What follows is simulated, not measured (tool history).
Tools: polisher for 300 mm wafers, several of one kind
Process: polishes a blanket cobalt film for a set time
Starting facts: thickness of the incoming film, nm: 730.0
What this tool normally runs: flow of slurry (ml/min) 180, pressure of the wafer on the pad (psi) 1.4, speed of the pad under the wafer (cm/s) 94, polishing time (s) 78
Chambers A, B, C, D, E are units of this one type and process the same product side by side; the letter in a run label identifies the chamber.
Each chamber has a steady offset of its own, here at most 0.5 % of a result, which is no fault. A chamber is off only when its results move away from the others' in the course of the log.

run	hour	flow of slurry (ml/min)	pressure of the wafer on the pad (psi)	speed of the pad under the wafer (cm/s)	polishing time (s)	film removed (angstrom)
1A	8.9	180	1.4	94	78	2532.8
# hour 13.9: chamber B: worn pad replaced by a new one
2E	18.1	180	1.4	94	78	2502
3C	23.6	180	1.4	94	78	2510.9
4B	32.1	180	1.4	94	78	2531.8
5D	41.2	180	1.4	94	78	2472.1
6A	48.3	120	1.8	94	78	2965.4
# hour 51.9: chamber A: worn pad replaced by a new one
7D	57.1	120	1.8	94	78	3011.6
8B	65.1	120	1.8	94	78	3054.4
# hour 65.3: chamber E: head pressure recalibrated
# hour 68.9: chamber E: worn pad replaced by a new one
9E	71.9	120	1.8	94	78	2997.2
10C	77.7	120	1.8	94	78	2924.7
# hour 84.8: chamber B: worn pad replaced by a new one
# hour 85.8: chamber C: worn pad replaced by a new one
11C	86.4	180	1.4	94	78	2530.4
12D	90.8	180	1.4	94	78	2524.3
13E	98.5	180	1.4	94	78	2537.2
14A	106.2	180	1.4	94	78	2490.3
15B	114.3	180	1.4	94	78	2557.1
# hour 116.9: chamber D: worn pad replaced by a new one
16E	121.2	180	1.4	94	78	2480.7
17D	129.2	180	1.6	94	78	2871.8
18A	133.9	180	1.6	94	78	2848.6
19B	142.2	180	1.6	94	78	2876.3
# hour 142.7: chamber C: slurry nozzle cleaned
20C	149.3	180	1.6	94	78	2870.7
# hour 150.7: chamber B: worn pad replaced by a new one
21C	157.6	180	1.6	94	78	2843.8
22D	162.5	180	1.4	94	78	2539.3
# hour 163.8: chamber E: worn pad replaced by a new one
23B	167.3	135	1.2	94	78	2069.5
# hour 169.3: chamber C: worn pad replaced by a new one
24A	174.6	135	1.2	94	78	2029.5
# hour 175.7: chamber A: worn pad replaced by a new one
# hour 176.1: chamber B: slurry nozzle cleaned
25E	182.4	135	1.2	94	78	2046.5
# hour 186: chamber A: slurry nozzle cleaned
26C	187.6	135	1.2	94	78	2020.2
27B	193.5	135	1.2	94	78	2036.6
28D	198.5	180	1.4	94	78	2474.5
29A	206.2	180	1.4	94	78	2498.8
30E	214.9	180	1.4	94	78	2515
31C	223.7	160	1.4	116	78	3019
32D	230.8	160	1.4	116	78	3108.6
# hour 237.7: chamber B: worn pad replaced by a new one
33E	240.1	160	1.4	116	78	3040.7
34A	245.2	160	1.4	116	78	2992
# hour 247.6: chamber D: worn pad replaced by a new one
# hour 250.4: chamber D: head pressure recalibrated
35B	254.5	160	1.4	116	78	3014.3
36A	264	180	1.4	94	78	2474.7
37D	271.9	180	1.4	94	78	2523.4
# hour 272.9: chamber C: worn pad replaced by a new one
38C	280.9	180	1.4	94	78	2493.1

Does one chamber stand apart from the rest, does the shared gauge drift, or is all well apart from small per-chamber offsets? Give the chamber and the most likely cause, where there is one.

All chambers stay in line apart from their small fixed offsets, and the gauge does not drift.
